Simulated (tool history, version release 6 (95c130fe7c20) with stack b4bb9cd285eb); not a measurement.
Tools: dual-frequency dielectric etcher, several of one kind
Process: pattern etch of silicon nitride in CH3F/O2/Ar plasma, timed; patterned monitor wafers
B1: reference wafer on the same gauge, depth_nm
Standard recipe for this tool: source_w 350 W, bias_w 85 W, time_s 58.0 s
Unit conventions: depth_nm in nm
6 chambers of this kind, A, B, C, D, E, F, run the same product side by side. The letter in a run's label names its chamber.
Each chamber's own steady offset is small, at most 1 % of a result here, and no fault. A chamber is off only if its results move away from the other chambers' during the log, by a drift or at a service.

run 1D hour=13.5 | source_w=350 bias_w=85 time_s=58.0 | B1=42.775 | depth_nm=41.141
run 2C hour=27.8 | source_w=350 bias_w=85 time_s=58.0 | B1=42.813 | depth_nm=40.683
-- hour=27.9 chamber A: wet clean of the chamber
run 3E hour=38.9 | source_w=350 bias_w=85 time_s=58.0 | B1=42.782 | depth_nm=41.263
-- hour=45.4 chamber D: wet clean of the chamber
run 4A hour=52.7 | source_w=350 bias_w=85 time_s=58.0 | B1=42.810 | depth_nm=40.735
run 5F hour=60.3 | source_w=350 bias_w=85 time_s=58.0 | B1=42.787 | depth_nm=41.163
run 6B hour=73.5 | source_w=350 bias_w=85 time_s=58.0 | B1=42.816 | depth_nm=40.962
run 7B hour=85.2 | source_w=350 bias_w=85 time_s=58.0 | B1=42.792 | depth_nm=40.919
run 8E hour=94.1 | source_w=350 bias_w=85 time_s=58.0 | B1=42.815 | depth_nm=41.082
run 9D hour=102.9 | source_w=350 bias_w=85 time_s=58.0 | B1=42.818 | depth_nm=40.819
run 10F hour=113.8 | source_w=350 bias_w=85 time_s=58.0 | B1=42.803 | depth_nm=41.139
run 11C hour=124.1 | source_w=350 bias_w=85 time_s=58.0 | B1=42.815 | depth_nm=40.491
run 12A hour=136.7 | source_w=350 bias_w=85 time_s=58.0 | B1=42.787 | depth_nm=40.723
run 13B hour=151.2 | source_w=350 bias_w=85 time_s=58.0 | B1=42.790 | depth_nm=41.072
-- hour=161.0 chamber F: wet clean of the chamber
run 14C hour=163.1 | source_w=350 bias_w=96 time_s=69.5 | B1=42.799 | depth_nm=50.914
run 15E hour=171.2 | source_w=350 bias_w=96 time_s=69.5 | B1=42.804 | depth_nm=51.416
run 16D hour=182.4 | source_w=350 bias_w=96 time_s=69.5 | B1=42.803 | depth_nm=51.488
run 17A hour=191.9 | source_w=350 bias_w=96 time_s=69.5 | B1=42.819 | depth_nm=50.939
run 18F hour=199.1 | source_w=350 bias_w=96 time_s=69.5 | B1=42.786 | depth_nm=51.574
run 19C hour=213.6 | source_w=350 bias_w=96 time_s=69.5 | B1=42.818 | depth_nm=50.576
-- hour=220.8 chamber D: source power generator calibrated
run 20D hour=225.7 | source_w=350 bias_w=85 time_s=58.0 | B1=42.787 | depth_nm=41.001
run 21E hour=237.4 | source_w=350 bias_w=85 time_s=58.0 | B1=42.786 | depth_nm=41.071
-- hour=238.9 chamber E: wet clean of the chamber
-- hour=242.8 chamber C: wet clean of the chamber
run 22F hour=247.0 | source_w=350 bias_w=85 time_s=58.0 | B1=42.840 | depth_nm=41.122
-- hour=250.5 chamber B: wet clean of the chamber
run 23B hour=256.1 | source_w=350 bias_w=85 time_s=58.0 | B1=42.791 | depth_nm=41.233
run 24A hour=265.0 | source_w=350 bias_w=85 time_s=58.0 | B1=42.814 | depth_nm=40.835
run 25A hour=278.1 | source_w=350 bias_w=85 time_s=58.0 | B1=42.783 | depth_nm=40.822
run 26E hour=291.1 | source_w=270 bias_w=85 time_s=52.5 | B1=42.813 | depth_nm=33.911
run 27B hour=301.8 | source_w=270 bias_w=85 time_s=52.5 | B1=42.794 | depth_nm=33.539
run 28D hour=312.0 | source_w=270 bias_w=85 time_s=52.5 | B1=42.825 | depth_nm=33.538
run 29F hour=322.8 | source_w=270 bias_w=85 time_s=52.5 | B1=42.798 | depth_nm=33.905
run 30C hour=330.4 | source_w=270 bias_w=85 time_s=52.5 | B1=42.811 | depth_nm=33.178
run 31C hour=344.4 | source_w=270 bias_w=85 time_s=52.5 | B1=42.830 | depth_nm=33.041
run 32E hour=351.4 | source_w=350 bias_w=94 time_s=58.0 | B1=42.809 | depth_nm=42.470
run 33B hour=364.9 | source_w=350 bias_w=94 time_s=58.0 | B1=42.818 | depth_nm=42.452
run 34D hour=377.7 | source_w=350 bias_w=94 time_s=58.0 | B1=42.784 | depth_nm=42.465
run 35A hour=391.1 | source_w=350 bias_w=94 time_s=58.0 | B1=42.817 | depth_nm=42.182
run 36F hour=402.8 | source_w=350 bias_w=94 time_s=58.0 | B1=42.800 | depth_nm=42.683
run 37E hour=409.6 | source_w=350 bias_w=94 time_s=58.0 | B1=42.808 | depth_nm=42.701
run 38C hour=418.9 | source_w=350 bias_w=85 time_s=58.0 | B1=42.806 | depth_nm=40.181
run 39F hour=429.5 | source_w=350 bias_w=85 time_s=58.0 | B1=42.796 | depth_nm=41.231
run 40B hour=439.1 | source_w=350 bias_w=85 time_s=58.0 | B1=42.827 | depth_nm=41.014
run 41A hour=453.4 | source_w=350 bias_w=85 time_s=58.0 | B1=42.821 | depth_nm=40.794
run 42D hour=461.1 | source_w=280 bias_w=85 time_s=46.0 | B1=42.778 | depth_nm=29.894
run 43D hour=469.3 | source_w=280 bias_w=85 time_s=46.0 | B1=42.806 | depth_nm=29.804

Decide between three cases: one chamber stands off from its peers, the gauge reading all wafers drifts, or nothing is wrong past each chamber's small offset. Where a chamber is off, say which and what most likely put it there.

It is chamber C that slowly wanders off from its peers.
What lies behind it: source power that arrives under what is set, % = 3.8.
From this log alone, it may not be told apart from: bias power that arrives under what is set, %.

Which of the 4 candidates below, each the usual settings with something changed and its results left as question marks, puts chamber C back in line with what the other chambers give on the usual settings?
Allowed miss from the other chambers' usual-settings mean, per result, to count as in line: depth_nm 0.350 nm
run 44C-1 hour=480.0 | source_w=350 bias_w=80 time_s=58.0 | depth_nm=?
run 44C-2 hour=480.0 | source_w=350 bias_w=85 time_s=57.5 | depth_nm=?
run 44C-3 hour=480.0 | source_w=350 bias_w=87 time_s=58.0 | depth_nm=?
run 44C-4 hour=480.0 | source_w=360 bias_w=87 time_s=58.0 | depth_nm=?

Average result of the remaining chambers running the usual settings: depth_nm 40.989 nm
run=44C-1 depth_nm=39.147
run=44C-2 depth_nm=39.672
run=44C-3 depth_nm=40.359
run=44C-4 depth_nm=40.792
44C-4 is the one that brings the chamber's results back in line with the other chambers.
